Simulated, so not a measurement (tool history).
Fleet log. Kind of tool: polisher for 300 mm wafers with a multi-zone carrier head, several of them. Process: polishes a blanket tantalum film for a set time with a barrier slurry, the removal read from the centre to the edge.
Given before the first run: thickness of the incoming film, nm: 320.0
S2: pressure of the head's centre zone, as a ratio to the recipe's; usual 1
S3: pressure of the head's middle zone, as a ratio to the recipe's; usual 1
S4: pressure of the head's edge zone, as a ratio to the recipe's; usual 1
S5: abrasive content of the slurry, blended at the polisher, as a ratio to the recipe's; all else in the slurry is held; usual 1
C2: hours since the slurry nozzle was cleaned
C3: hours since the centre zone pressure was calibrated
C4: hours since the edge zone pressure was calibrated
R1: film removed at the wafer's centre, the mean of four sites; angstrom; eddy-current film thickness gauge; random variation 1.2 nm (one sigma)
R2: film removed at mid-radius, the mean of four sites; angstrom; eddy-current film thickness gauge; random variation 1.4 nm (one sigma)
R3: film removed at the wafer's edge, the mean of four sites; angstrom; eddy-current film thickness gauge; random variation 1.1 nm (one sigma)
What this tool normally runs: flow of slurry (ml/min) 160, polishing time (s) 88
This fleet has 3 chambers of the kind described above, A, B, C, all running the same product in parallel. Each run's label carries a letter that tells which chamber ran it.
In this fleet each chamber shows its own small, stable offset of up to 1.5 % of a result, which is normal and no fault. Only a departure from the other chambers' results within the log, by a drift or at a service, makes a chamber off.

-- hour=12.6 chamber A: worn pad replaced by a new one
run 1C hour=12.8 | flow_of_slurry_(ml/min)=160 S2=1 S3=1 S4=1 S5=1 polishing_time_(s)=88 | wafers_polished_on_this_pad=361 C2=596 C3=262.6 C4=276.4 | R1=1017.9 R2=1054.7 R3=1039.8
-- hour=19.2 chamber C: edge zone pressure recalibrated
-- hour=26.4 chamber B: worn pad replaced by a new one
run 2A hour=27.3 | flow_of_slurry_(ml/min)=160 S2=1 S3=1 S4=1 S5=1 polishing_time_(s)=88 | wafers_polished_on_this_pad=177 C2=30.9 C3=909.6 C4=154.4 | R1=1042.2 R2=1058.3 R3=1050.8
run 3B hour=37.4 | flow_of_slurry_(ml/min)=160 S2=1 S3=1 S4=1 S5=1 polishing_time_(s)=88 | wafers_polished_on_this_pad=133 C2=344.3 C3=477.9 C4=651.7 | R1=1033.5 R2=1028.3 R3=1045.7
run 4B hour=44.3 | flow_of_slurry_(ml/min)=160 S2=1 S3=1 S4=1 S5=1 polishing_time_(s)=88 | wafers_polished_on_this_pad=216 C2=351.2 C3=484.8 C4=658.6 | R1=1025.6 R2=1038.6 R3=1029.1
run 5A hour=52.6 | flow_of_slurry_(ml/min)=160 S2=1 S3=1 S4=1 S5=1 polishing_time_(s)=88 | wafers_polished_on_this_pad=481 C2=56.2 C3=934.9 C4=179.7 | R1=1059.6 R2=1030.4 R3=1049.2
run 6C hour=66.1 | flow_of_slurry_(ml/min)=160 S2=1 S3=1 S4=1 S5=1 polishing_time_(s)=88 | wafers_polished_on_this_pad=1003 C2=649.3 C3=315.9 C4=47 | R1=1036.4 R2=1038.3 R3=1051.5
run 7B hour=77.3 | flow_of_slurry_(ml/min)=160 S2=1 S3=1 S4=1 S5=1 polishing_time_(s)=88 | wafers_polished_on_this_pad=613 C2=384.2 C3=517.8 C4=691.6 | R1=1041.9 R2=1057.3 R3=1055.6
run 8A hour=84.8 | flow_of_slurry_(ml/min)=160 S2=1 S3=1 S4=1 S5=1 polishing_time_(s)=88 | wafers_polished_on_this_pad=869 C2=88.4 C3=967.1 C4=211.9 | R1=1043.3 R2=1047.5 R3=1036.9
-- hour=89.8 chamber C: worn pad replaced by a new one
run 9C hour=94.3 | flow_of_slurry_(ml/min)=160 S2=1 S3=1 S4=0.93 S5=0.8 polishing_time_(s)=88 | wafers_polished_on_this_pad=54 C2=677.5 C3=344.1 C4=75.2 | R1=957.15 R2=967.69 R3=940.98
-- hour=105 chamber B: worn pad replaced by a new one
run 10C hour=107.9 | flow_of_slurry_(ml/min)=160 S2=1 S3=1 S4=0.93 S5=0.8 polishing_time_(s)=88 | wafers_polished_on_this_pad=218 C2=691.1 C3=357.7 C4=88.8 | R1=996.42 R2=968.49 R3=918.99
run 11A hour=117.8 | flow_of_slurry_(ml/min)=160 S2=1 S3=1 S4=0.93 S5=0.8 polishing_time_(s)=88 | wafers_polished_on_this_pad=1266 C2=121.4 C3=1000.1 C4=244.9 | R1=989.36 R2=960.39 R3=930.03
run 12B hour=131.9 | flow_of_slurry_(ml/min)=160 S2=1 S3=1 S4=1 S5=1 polishing_time_(s)=88 | wafers_polished_on_this_pad=324 C2=438.8 C3=572.4 C4=746.2 | R1=1055.3 R2=1042.2 R3=1055.9
-- hour=133.8 chamber A: worn pad replaced by a new one
run 13A hour=144.9 | flow_of_slurry_(ml/min)=160 S2=1 S3=1 S4=1 S5=1 polishing_time_(s)=88 | wafers_polished_on_this_pad=134 C2=148.5 C3=1027.2 C4=272 | R1=1056.9 R2=1039.1 R3=1046.3
run 14C hour=155.7 | flow_of_slurry_(ml/min)=160 S2=1 S3=1 S4=1 S5=1 polishing_time_(s)=88 | wafers_polished_on_this_pad=793 C2=738.9 C3=405.5 C4=136.6 | R1=1025.8 R2=1034.5 R3=1048.2
run 15B hour=164.6 | flow_of_slurry_(ml/min)=160 S2=1 S3=1 S4=1 S5=1 polishing_time_(s)=88 | wafers_polished_on_this_pad=717 C2=471.5 C3=605.1 C4=778.9 | R1=1036.3 R2=1049.1 R3=1047.2
-- hour=169.1 chamber B: worn pad replaced by a new one
run 16B hour=172.8 | flow_of_slurry_(ml/min)=160 S2=1 S3=1 S4=1 S5=1 polishing_time_(s)=88 | wafers_polished_on_this_pad=44 C2=479.7 C3=613.3 C4=787.1 | R1=1046.4 R2=1058.8 R3=1050.8
run 17C hour=185 | flow_of_slurry_(ml/min)=160 S2=1 S3=1 S4=1 S5=1 polishing_time_(s)=88 | wafers_polished_on_this_pad=1146 C2=768.2 C3=434.8 C4=165.9 | R1=1043.2 R2=1014.6 R3=1022.9
run 18A hour=198.7 | flow_of_slurry_(ml/min)=160 S2=1 S3=1 S4=1 S5=1 polishing_time_(s)=88 | wafers_polished_on_this_pad=781 C2=202.3 C3=1081 C4=325.8 | R1=1053.3 R2=1049.4 R3=1037
run 19C hour=207.8 | flow_of_slurry_(ml/min)=160 S2=1 S3=1 S4=1 S5=1 polishing_time_(s)=88 | wafers_polished_on_this_pad=1420 C2=791 C3=457.6 C4=188.7 | R1=1043.6 R2=1048.4 R3=1027.6
run 20B hour=221.5 | flow_of_slurry_(ml/min)=160 S2=1 S3=1 S4=1 S5=1 polishing_time_(s)=88 | wafers_polished_on_this_pad=630 C2=528.4 C3=662 C4=835.8 | R1=1034.3 R2=1052 R3=1031.2
run 21A hour=232.8 | flow_of_slurry_(ml/min)=160 S2=1.06 S3=1 S4=1 S5=1 polishing_time_(s)=88 | wafers_polished_on_this_pad=1191 C2=236.4 C3=1115.1 C4=359.9 | R1=1104.6 R2=1035.1 R3=1051.4

Decide between three cases: one chamber stands off from its peers, the gauge reading all wafers drifts, or nothing is wrong past each chamber's small offset. Where a chamber is off, say which and what most likely put it there.

The fleet is healthy, with each chamber sitting at its usual small offset and no drift in the gauge.
